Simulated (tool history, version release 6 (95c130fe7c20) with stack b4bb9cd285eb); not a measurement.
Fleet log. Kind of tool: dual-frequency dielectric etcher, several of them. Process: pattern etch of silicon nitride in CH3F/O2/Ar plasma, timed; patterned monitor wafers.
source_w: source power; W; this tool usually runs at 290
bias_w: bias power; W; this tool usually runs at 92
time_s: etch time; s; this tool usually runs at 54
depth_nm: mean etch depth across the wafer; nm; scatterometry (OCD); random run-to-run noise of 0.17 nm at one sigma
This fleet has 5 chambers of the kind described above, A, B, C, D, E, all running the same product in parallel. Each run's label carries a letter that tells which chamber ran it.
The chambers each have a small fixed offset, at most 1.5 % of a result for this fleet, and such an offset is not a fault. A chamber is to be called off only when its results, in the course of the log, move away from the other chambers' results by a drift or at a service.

run   hour  source_w  bias_w  time_s  hours since the last wet clean  hours since the last source power generator calibration  hours since the last bias power generator calibration  read-back reference wafer on the same gauge, depth_nm  depth_nm
 1E    6.0       290      92      54                           149.2                                                   1226.3                                                 1528.4                                                 31.772    36.728
 2C   11.6       290      92      54                           278.7                                                   1077.4                                                 1786.1                                                 31.784    36.687
 3A   17.0       290      92      54                           186.5                                                    792.0                                                 2066.8                                                 31.818    36.442
 4B   20.5       290      92      54                           488.7                                                   3434.0                                                 3595.4                                                 31.842    35.994
 5D   25.5       290      92      54                           227.1                                                   1079.3                                                 3479.5                                                 31.814    36.543
 6E   30.5       290      92      54                           173.7                                                   1250.8                                                 1552.9                                                 31.805    36.258
 7B   35.3       290      92      54                           503.5                                                   3448.8                                                 3610.2                                                 31.808    36.002
 8C   39.4       290      92      54                           306.5                                                   1105.2                                                 1813.9                                                 31.805    36.562
 9A   45.1       290      92      54                           214.6                                                    820.1                                                 2094.9                                                 31.801    36.223
10D   50.7       290      92      54                           252.3                                                   1104.5                                                 3504.7                                                 31.798    36.363
11C   57.1       290      92      54                           324.2                                                   1122.9                                                 1831.6                                                 31.825    36.606
      61.3  -- chamber B: bias power generator calibrated
12B   63.2       290      92      54                           531.4                                                   3476.7                                                    2.0                                                 31.771    36.242
13A   68.1       250      92      54                           237.6                                                    843.1                                                 2117.9                                                 31.798    34.497
14D   72.7       250      92      54                           274.3                                                   1126.5                                                 3526.7                                                 31.828    34.581
15E   75.9       250      92      54                           219.1                                                   1296.2                                                 1598.3                                                 31.790    34.598
16D   79.3       250      92      54                           280.9                                                   1133.1                                                 3533.3                                                 31.808    34.554
17E   82.6       250      92      54                           225.8                                                   1302.9                                                 1605.0                                                 31.776    34.427
18B   86.0       290      92      54                           554.2                                                   3499.5                                                   24.8                                                 31.830    35.944
19C   89.4       290      92      54                           356.5                                                   1155.2                                                 1863.9                                                 31.809    36.415
20A   92.6       290      92      54                           262.1                                                    867.6                                                 2142.4                                                 31.785    36.278
21B   98.6       290      92      54                           566.8                                                   3512.1                                                   37.4                                                 31.818    36.458
22D  104.4       290      92      54                           306.0                                                   1158.2                                                 3558.4                                                 31.810    36.836
23C  110.5       290     111      54                           377.6                                                   1176.3                                                 1885.0                                                 31.854    39.417
24A  113.4       290     111      54                           282.9                                                    888.4                                                 2163.2                                                 31.775    39.128
     116.6  -- chamber B: wet clean of the chamber
25E  118.8       290     111      54                           262.0                                                   1339.1                                                 1641.2                                                 31.777    39.338
26C  121.9       290     111      54                           389.0                                                   1187.7                                                 1896.4                                                 31.751    39.416
27D  126.8       290     111      54                           328.4                                                   1180.6                                                 3580.8                                                 31.777    39.861
28E  132.0       290      92      54                           275.2                                                   1352.3                                                 1654.4                                                 31.801    36.718
29B  137.5       290      92      54                            21.0                                                   3551.0                                                   76.3                                                 31.800    36.184
30A  141.6       290      92      54                           311.1                                                    916.6                                                 2191.4                                                 31.737    36.605
31D  147.6       290      92      54                           349.2                                                   1201.4                                                 3601.6                                                 31.812    37.489
32B  150.5       270      92      54                            34.0                                                   3564.0                                                   89.3                                                 31.767    35.084
     156.1  -- chamber C: wet clean of the chamber
33C  156.2       270      92      54                             0.1                                                   1222.0                                                 1930.7                                                 31.769    35.528
34E  159.5       270      92      54                           302.7                                                   1379.8                                                 1681.9                                                 31.831    35.824
35A  165.9       270      92      54                           335.4                                                    940.9                                                 2215.7                                                 31.796    35.377
36A  171.1       270      92      54                           340.6                                                    946.1                                                 2220.9                                                 31.769    35.427
37E  174.5       290      92      54                           317.7                                                   1394.8                                                 1696.9                                                 31.844    36.899
38C  179.1       290     109      54                            23.0                                                   1244.9                                                 1953.6                                                 31.809    38.876
39D  184.0       290     109      54                           385.6                                                   1237.8                                                 3638.0                                                 31.802    40.049
40B  188.6       290     109      54                            72.1                                                   3602.1                                                  127.4                                                 31.795    38.185
41A  193.9       290     109      54                           363.4                                                    968.9                                                 2243.7                                                 31.845    38.830
42E  199.8       290     109      54                           343.0                                                   1420.1                                                 1722.2                                                 31.749    39.443
43C  205.7       290      92      60                            49.6                                                   1271.5                                                 1980.2                                                 31.793    40.408
44D  210.6       290      92      60                           412.2                                                   1264.4                                                 3664.6                                                 31.787    42.853

One chamber off, gauge drift, or nothing amiss beyond the chambers' own small offsets? If it is a chamber, which one, and what is the likeliest cause?

One chamber, D, drifts off from the rest bit by bit.
Cause: etch rate over this chamber's usual, % = 4.57.

Which of the 4 candidates below, each the usual settings with something changed and its results left as question marks, puts chamber D back in line with what the other chambers give on the usual settings?
In line here means within this much of the mean the other chambers give on the usual settings: depth_nm 0.590 nm
45D-1  215.2       290      93    56.0                                                                                                                                                                                                                ?
45D-2  215.2       290      91    52.0                                                                                                                                                                                                                ?
45D-3  215.2       290      92    53.5                                                                                                                                                                                                                ?
45D-4  215.2       290      92    54.5                                                                                                                                                                                                                ?

Other chambers, usual settings, mean: depth_nm 36.488 nm
  run  depth_nm
45D-1    39.654
45D-2    36.532
45D-3    37.735
45D-4    38.440
The right change is 45D-2: it brings the chamber back within the allowed miss of the others.
